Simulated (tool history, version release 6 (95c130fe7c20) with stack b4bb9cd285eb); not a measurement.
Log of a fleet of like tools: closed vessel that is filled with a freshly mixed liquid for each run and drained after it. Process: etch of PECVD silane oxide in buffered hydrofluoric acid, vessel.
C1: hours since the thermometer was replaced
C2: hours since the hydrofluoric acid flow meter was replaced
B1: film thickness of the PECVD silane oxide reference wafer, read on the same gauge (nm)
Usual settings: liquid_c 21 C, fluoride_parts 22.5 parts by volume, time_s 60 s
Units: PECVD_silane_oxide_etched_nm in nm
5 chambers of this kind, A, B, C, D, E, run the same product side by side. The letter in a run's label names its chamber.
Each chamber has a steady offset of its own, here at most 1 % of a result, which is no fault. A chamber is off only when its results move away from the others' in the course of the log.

{"run": "1C", "hour": 8.8, "liquid_c": 21, "fluoride_parts": 22.5, "time_s": 60, "C1": 301.7, "C2": 873.5, "B1": 149.99, "PECVD_silane_oxide_etched_nm": 75.758}
{"hour": 21.8, "done": "chamber A: hydrofluoric acid flow meter replaced"}
{"run": "2D", "hour": 22.0, "liquid_c": 21, "fluoride_parts": 22.5, "time_s": 60, "C1": 314.7, "C2": 1044, "B1": 150, "PECVD_silane_oxide_etched_nm": 75.798}
{"run": "3B", "hour": 33.6, "liquid_c": 21, "fluoride_parts": 22.5, "time_s": 60, "C1": 832.7, "C2": 459.1, "B1": 150, "PECVD_silane_oxide_etched_nm": 75.855}
{"run": "4A", "hour": 42.5, "liquid_c": 21, "fluoride_parts": 22.5, "time_s": 60, "C1": 1375.5, "C2": 20.7, "B1": 150.01, "PECVD_silane_oxide_etched_nm": 75.852}
{"run": "5E", "hour": 55.5, "liquid_c": 21, "fluoride_parts": 22.5, "time_s": 60, "C1": 690.2, "C2": 1728.4, "B1": 150.02, "PECVD_silane_oxide_etched_nm": 74.094}
{"run": "6D", "hour": 63.2, "liquid_c": 21, "fluoride_parts": 22.5, "time_s": 60, "C1": 355.9, "C2": 1085.2, "B1": 149.96, "PECVD_silane_oxide_etched_nm": 74.974}
{"run": "7C", "hour": 70.0, "liquid_c": 21, "fluoride_parts": 22.5, "time_s": 60, "C1": 362.9, "C2": 934.7, "B1": 149.99, "PECVD_silane_oxide_etched_nm": 75.273}
{"run": "8E", "hour": 78.7, "liquid_c": 21, "fluoride_parts": 22.5, "time_s": 60, "C1": 713.4, "C2": 1751.6, "B1": 150.03, "PECVD_silane_oxide_etched_nm": 74.389}
{"run": "9A", "hour": 89.5, "liquid_c": 21, "fluoride_parts": 22.5, "time_s": 60, "C1": 1422.5, "C2": 67.7, "B1": 150.02, "PECVD_silane_oxide_etched_nm": 75.362}
{"run": "10B", "hour": 98.5, "liquid_c": 21, "fluoride_parts": 22.5, "time_s": 60, "C1": 897.6, "C2": 524, "B1": 150.02, "PECVD_silane_oxide_etched_nm": 75.082}
{"hour": 108.3, "done": "chamber E: hydrofluoric acid flow meter replaced"}
{"run": "11A", "hour": 109.0, "liquid_c": 21, "fluoride_parts": 22.5, "time_s": 60, "C1": 1442, "C2": 87.2, "B1": 150, "PECVD_silane_oxide_etched_nm": 76.253}
{"run": "12C", "hour": 122.6, "liquid_c": 21, "fluoride_parts": 22.5, "time_s": 60, "C1": 415.5, "C2": 987.3, "B1": 150, "PECVD_silane_oxide_etched_nm": 73.744}
{"run": "13D", "hour": 130.0, "liquid_c": 21, "fluoride_parts": 22.5, "time_s": 60, "C1": 422.7, "C2": 1152, "B1": 149.96, "PECVD_silane_oxide_etched_nm": 76.242}
{"run": "14B", "hour": 137.5, "liquid_c": 21, "fluoride_parts": 22.5, "time_s": 60, "C1": 936.6, "C2": 563, "B1": 149.96, "PECVD_silane_oxide_etched_nm": 76.036}
{"run": "15E", "hour": 146.0, "liquid_c": 21, "fluoride_parts": 22.5, "time_s": 60, "C1": 780.7, "C2": 37.7, "B1": 150.01, "PECVD_silane_oxide_etched_nm": 75.751}
{"run": "16C", "hour": 156.6, "liquid_c": 21, "fluoride_parts": 22.5, "time_s": 70, "C1": 449.5, "C2": 1021.3, "B1": 150.03, "PECVD_silane_oxide_etched_nm": 87.311}
{"run": "17B", "hour": 163.5, "liquid_c": 21, "fluoride_parts": 22.5, "time_s": 70, "C1": 962.6, "C2": 589, "B1": 149.97, "PECVD_silane_oxide_etched_nm": 90.527}
{"run": "18E", "hour": 174.0, "liquid_c": 21, "fluoride_parts": 22.5, "time_s": 70, "C1": 808.7, "C2": 65.7, "B1": 150.03, "PECVD_silane_oxide_etched_nm": 87.484}
{"run": "19A", "hour": 182.5, "liquid_c": 21, "fluoride_parts": 22.5, "time_s": 70, "C1": 1515.5, "C2": 160.7, "B1": 150.02, "PECVD_silane_oxide_etched_nm": 88.603}
{"run": "20D", "hour": 193.6, "liquid_c": 21, "fluoride_parts": 22.5, "time_s": 70, "C1": 486.3, "C2": 1215.6, "B1": 150, "PECVD_silane_oxide_etched_nm": 88.683}
{"run": "21C", "hour": 206.9, "liquid_c": 21, "fluoride_parts": 22.5, "time_s": 60, "C1": 499.8, "C2": 1071.6, "B1": 150.04, "PECVD_silane_oxide_etched_nm": 74.66}
{"run": "22A", "hour": 218.1, "liquid_c": 21, "fluoride_parts": 25, "time_s": 35, "C1": 1551.1, "C2": 196.3, "B1": 150, "PECVD_silane_oxide_etched_nm": 41.315}
{"run": "23E", "hour": 228.3, "liquid_c": 21, "fluoride_parts": 25, "time_s": 35, "C1": 863, "C2": 120, "B1": 150.02, "PECVD_silane_oxide_etched_nm": 40.665}
{"run": "24D", "hour": 237.0, "liquid_c": 21, "fluoride_parts": 25, "time_s": 35, "C1": 529.7, "C2": 1259, "B1": 150.03, "PECVD_silane_oxide_etched_nm": 40.597}
{"run": "25B", "hour": 249.3, "liquid_c": 21, "fluoride_parts": 25, "time_s": 35, "C1": 1048.4, "C2": 674.8, "B1": 150.06, "PECVD_silane_oxide_etched_nm": 41.923}
{"run": "26E", "hour": 258.3, "liquid_c": 21, "fluoride_parts": 25, "time_s": 35, "C1": 893, "C2": 150, "B1": 149.98, "PECVD_silane_oxide_etched_nm": 40.324}
{"run": "27B", "hour": 267.0, "liquid_c": 21, "fluoride_parts": 22.5, "time_s": 60, "C1": 1066.1, "C2": 692.5, "B1": 149.98, "PECVD_silane_oxide_etched_nm": 79.073}
{"run": "28A", "hour": 281.3, "liquid_c": 21, "fluoride_parts": 22.5, "time_s": 90, "C1": 1614.3, "C2": 259.5, "B1": 150.02, "PECVD_silane_oxide_etched_nm": 112.24}
{"run": "29C", "hour": 293.0, "liquid_c": 21, "fluoride_parts": 22.5, "time_s": 90, "C1": 585.9, "C2": 1157.7, "B1": 150.02, "PECVD_silane_oxide_etched_nm": 111.96}
{"run": "30D", "hour": 300.8, "liquid_c": 21, "fluoride_parts": 22.5, "time_s": 90, "C1": 593.5, "C2": 1322.8, "B1": 149.96, "PECVD_silane_oxide_etched_nm": 113.01}
{"run": "31B", "hour": 315.0, "liquid_c": 21, "fluoride_parts": 22.5, "time_s": 90, "C1": 1114.1, "C2": 740.5, "B1": 150.03, "PECVD_silane_oxide_etched_nm": 117.12}
{"run": "32C", "hour": 323.2, "liquid_c": 21, "fluoride_parts": 22.5, "time_s": 90, "C1": 616.1, "C2": 1187.9, "B1": 149.99, "PECVD_silane_oxide_etched_nm": 111.61}
{"run": "33A", "hour": 332.5, "liquid_c": 21, "fluoride_parts": 22.5, "time_s": 60, "C1": 1665.5, "C2": 310.7, "B1": 149.97, "PECVD_silane_oxide_etched_nm": 74.985}
{"hour": 340.9, "done": "chamber A: thermometer replaced"}
{"run": "34D", "hour": 347.0, "liquid_c": 21, "fluoride_parts": 22.5, "time_s": 60, "C1": 639.7, "C2": 1369, "B1": 149.99, "PECVD_silane_oxide_etched_nm": 76.189}
{"run": "35E", "hour": 361.0, "liquid_c": 21, "fluoride_parts": 22.5, "time_s": 60, "C1": 995.7, "C2": 252.7, "B1": 150.02, "PECVD_silane_oxide_etched_nm": 75.785}
{"run": "36D", "hour": 374.2, "liquid_c": 21, "fluoride_parts": 22.5, "time_s": 60, "C1": 666.9, "C2": 1396.2, "B1": 149.98, "PECVD_silane_oxide_etched_nm": 75.985}
{"run": "37E", "hour": 383.8, "liquid_c": 21, "fluoride_parts": 22.5, "time_s": 60, "C1": 1018.5, "C2": 275.5, "B1": 149.99, "PECVD_silane_oxide_etched_nm": 74.649}
{"run": "38C", "hour": 397.2, "liquid_c": 21, "fluoride_parts": 22.5, "time_s": 60, "C1": 690.1, "C2": 1261.9, "B1": 149.99, "PECVD_silane_oxide_etched_nm": 74.305}
{"run": "39B", "hour": 408.5, "liquid_c": 21, "fluoride_parts": 22.5, "time_s": 60, "C1": 1207.6, "C2": 834, "B1": 150.01, "PECVD_silane_oxide_etched_nm": 79.103}
{"run": "40A", "hour": 418.6, "liquid_c": 21, "fluoride_parts": 22.5, "time_s": 60, "C1": 77.8, "C2": 396.8, "B1": 150.04, "PECVD_silane_oxide_etched_nm": 75.069}
{"run": "41D", "hour": 429.2, "liquid_c": 21, "fluoride_parts": 22.5, "time_s": 60, "C1": 721.9, "C2": 1451.2, "B1": 150.02, "PECVD_silane_oxide_etched_nm": 74.747}

What goes on in this fleet: one chamber off, a drifting gauge, or nothing beyond the chambers' own small offsets? Name the chamber and the cause, if any.

Chamber B drifts away from the others.
Cause: liquid hotter than its thermometer reads (K) = 1.03.
The log may not tell that from: hydrofluoric acid flow above the setpoint (%).

Here are 4 candidates for chamber B's next run, each the usual settings with a change, their results left as question marks. Which one brings its results back in line with what the others give on the usual settings?
In line means no further than this from the other chambers' mean on the usual settings: PECVD_silane_oxide_etched_nm 2 nm
{"run": "42B-1", "hour": 440.2, "liquid_c": 20, "fluoride_parts": 24.5, "time_s": 60, "PECVD_silane_oxide_etched_nm": "?"}
{"run": "42B-2", "hour": 440.2, "liquid_c": 21.5, "fluoride_parts": 22.5, "time_s": 65, "PECVD_silane_oxide_etched_nm": "?"}
{"run": "42B-3", "hour": 440.2, "liquid_c": 21.5, "fluoride_parts": 21.5, "time_s": 60, "PECVD_silane_oxide_etched_nm": "?"}
{"run": "42B-4", "hour": 440.2, "liquid_c": 20.5, "fluoride_parts": 23.5, "time_s": 60, "PECVD_silane_oxide_etched_nm": "?"}

The other chambers' mean on the usual settings: PECVD_silane_oxide_etched_nm 75.053 nm
run=42B-1 PECVD_silane_oxide_etched_nm=71.827
run=42B-2 PECVD_silane_oxide_etched_nm=89.777
run=42B-3 PECVD_silane_oxide_etched_nm=85.549
run=42B-4 PECVD_silane_oxide_etched_nm=76.048
42B-4 brings the chamber back in line.

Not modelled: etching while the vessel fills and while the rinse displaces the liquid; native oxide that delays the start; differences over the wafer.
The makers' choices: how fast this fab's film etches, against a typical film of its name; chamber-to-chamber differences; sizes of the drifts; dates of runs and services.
